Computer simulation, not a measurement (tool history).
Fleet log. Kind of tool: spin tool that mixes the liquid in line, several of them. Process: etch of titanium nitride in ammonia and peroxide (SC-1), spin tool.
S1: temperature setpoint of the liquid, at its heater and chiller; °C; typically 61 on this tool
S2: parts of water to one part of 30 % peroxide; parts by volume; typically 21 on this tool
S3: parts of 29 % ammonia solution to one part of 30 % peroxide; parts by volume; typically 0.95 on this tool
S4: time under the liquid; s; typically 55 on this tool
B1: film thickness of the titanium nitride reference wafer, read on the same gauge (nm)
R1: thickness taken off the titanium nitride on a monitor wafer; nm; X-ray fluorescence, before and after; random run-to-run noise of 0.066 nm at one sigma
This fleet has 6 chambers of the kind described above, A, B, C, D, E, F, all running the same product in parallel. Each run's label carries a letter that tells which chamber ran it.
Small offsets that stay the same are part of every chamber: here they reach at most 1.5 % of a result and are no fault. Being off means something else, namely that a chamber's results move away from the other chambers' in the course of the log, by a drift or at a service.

run 1D hour=5.3 | S1=61 S2=21 S3=0.95 S4=55 | B1=110 | R1=9.2272
run 2E hour=11 | S1=61 S2=21 S3=0.95 S4=55 | B1=110.01 | R1=9.1003
run 3C hour=18.6 | S1=61 S2=21 S3=0.95 S4=55 | B1=110.01 | R1=9.3012
-- hour=20.7 chamber A: heated supply line repaired
run 4B hour=26.6 | S1=61 S2=21 S3=0.95 S4=55 | B1=109.99 | R1=9.227
run 5A hour=31.6 | S1=61 S2=21 S3=0.95 S4=55 | B1=110.01 | R1=9.0227
run 6F hour=38.8 | S1=61 S2=21 S3=0.95 S4=55 | B1=110.01 | R1=9.2164
run 7F hour=46.9 | S1=61 S2=21 S3=0.95 S4=55 | B1=110.01 | R1=9.2063
run 8A hour=56.3 | S1=61 S2=21 S3=0.95 S4=55 | B1=110 | R1=9.0886
run 9B hour=64.9 | S1=61 S2=21 S3=0.95 S4=55 | B1=109.99 | R1=9.1973
run 10C hour=74.5 | S1=61 S2=21 S3=0.95 S4=55 | B1=110.01 | R1=9.2867
run 11D hour=80.6 | S1=61 S2=21 S3=0.95 S4=55 | B1=110 | R1=9.1432
run 12E hour=90.8 | S1=66.5 S2=21 S3=0.95 S4=55 | B1=110 | R1=13.184
run 13A hour=100.2 | S1=66.5 S2=21 S3=0.95 S4=55 | B1=110.01 | R1=12.991
run 14F hour=105.4 | S1=66.5 S2=21 S3=0.95 S4=55 | B1=109.99 | R1=13.019
run 15B hour=111 | S1=66.5 S2=21 S3=0.95 S4=55 | B1=110.01 | R1=12.942
run 16D hour=117.4 | S1=66.5 S2=21 S3=0.95 S4=55 | B1=110 | R1=13.169
run 17E hour=125.5 | S1=66.5 S2=21 S3=0.95 S4=55 | B1=110.01 | R1=12.952
-- hour=126.6 chamber D: heated supply line repaired
run 18C hour=135.8 | S1=55 S2=21 S3=0.95 S4=55 | B1=110 | R1=6.1317
run 19C hour=142.1 | S1=55 S2=21 S3=0.95 S4=55 | B1=110 | R1=6.2135
run 20A hour=148 | S1=55 S2=21 S3=0.95 S4=55 | B1=110.01 | R1=6.0952
run 21D hour=158.8 | S1=55 S2=21 S3=0.95 S4=55 | B1=110.01 | R1=6.1674
run 22E hour=168.8 | S1=55 S2=21 S3=0.95 S4=55 | B1=110 | R1=6.0757
run 23F hour=173.8 | S1=55 S2=21 S3=0.95 S4=55 | B1=109.99 | R1=6.0667
run 24B hour=183.4 | S1=61 S2=21 S3=0.95 S4=55 | B1=110.01 | R1=9.2726
-- hour=184.7 chamber D: new drum of ammonia solution connected
run 25E hour=192.1 | S1=61 S2=21 S3=0.95 S4=55 | B1=110 | R1=9.1551
run 26A hour=199.3 | S1=61 S2=21 S3=0.95 S4=55 | B1=110.02 | R1=9.1514
run 27C hour=207.4 | S1=61 S2=21 S3=0.95 S4=55 | B1=109.99 | R1=9.2988
-- hour=209.2 chamber B: ammonia flow meter replaced
run 28B hour=213 | S1=61 S2=21 S3=0.95 S4=55 | B1=110 | R1=9.1453
run 29D hour=220.5 | S1=61 S2=21 S3=0.95 S4=55 | B1=110 | R1=9.1999
-- hour=226.7 chamber C: new drum of ammonia solution connected
run 30F hour=230.7 | S1=61 S2=21 S3=0.95 S4=55 | B1=110.01 | R1=8.8825
-- hour=238 chamber F: new drum of ammonia solution connected
run 31D hour=239.4 | S1=61 S2=21 S3=0.95 S4=55 | B1=110 | R1=9.1752
-- hour=242.8 chamber B: thermometer replaced
run 32E hour=248.1 | S1=57 S2=21 S3=1.2 S4=55 | B1=110 | R1=7.2573
-- hour=253.4 chamber A: new drum of ammonia solution connected
run 33C hour=253.8 | S1=57 S2=21 S3=1.2 S4=55 | B1=110 | R1=7.3529
run 34A hour=262.8 | S1=57 S2=21 S3=1.2 S4=55 | B1=110 | R1=7.3524
run 35B hour=273.2 | S1=57 S2=21 S3=1.2 S4=55 | B1=110 | R1=7.3534
run 36F hour=280.1 | S1=57 S2=21 S3=1.2 S4=55 | B1=110.01 | R1=7.0364
run 37D hour=286.9 | S1=57 S2=21 S3=1.2 S4=55 | B1=110 | R1=7.4237
run 38C hour=297.5 | S1=61 S2=21 S3=0.95 S4=55 | B1=110 | R1=9.3081
run 39A hour=305.2 | S1=61 S2=21 S3=0.95 S4=55 | B1=109.99 | R1=9.2467
run 40F hour=311.5 | S1=61 S2=21 S3=0.95 S4=55 | B1=109.99 | R1=8.7158

Has any chamber moved away from the others, gradually or after a service, or does the common gauge drift, or do the chambers differ only by their own small steady offsets? State the chamber and the most likely cause if one applies.

It is chamber F that slowly wanders off from its peers.
Cause: temperature lost on the way to the wafer (K) = 0.837.
The log may not tell that from: liquid colder than its thermometer reads (K).

Which of the 4 candidates below, each the usual settings with something changed and its results left as question marks, puts chamber F back in line with what the other chambers give on the usual settings?
Maximum distance from the other chambers' mean on the usual settings for a result to count as in line: R1 0.23 nm
run 41F-1 hour=319.2 | S1=62.5 S2=21 S3=0.95 S4=55 | R1=?
run 41F-2 hour=319.2 | S1=60.5 S2=21.5 S3=0.95 S4=55 | R1=?
run 41F-3 hour=319.2 | S1=61.5 S2=20.5 S3=0.95 S4=55 | R1=?
run 41F-4 hour=319.2 | S1=61 S2=25 S3=0.95 S4=55 | R1=?

The mean the other chambers reach with the usual settings: R1 9.1713 nm
run=41F-1 R1=9.5547
run=41F-2 R1=8.2664
run=41F-3 R1=9.0663
run=41F-4 R1=7.8611
41F-3 puts the chamber back in line with the other chambers.
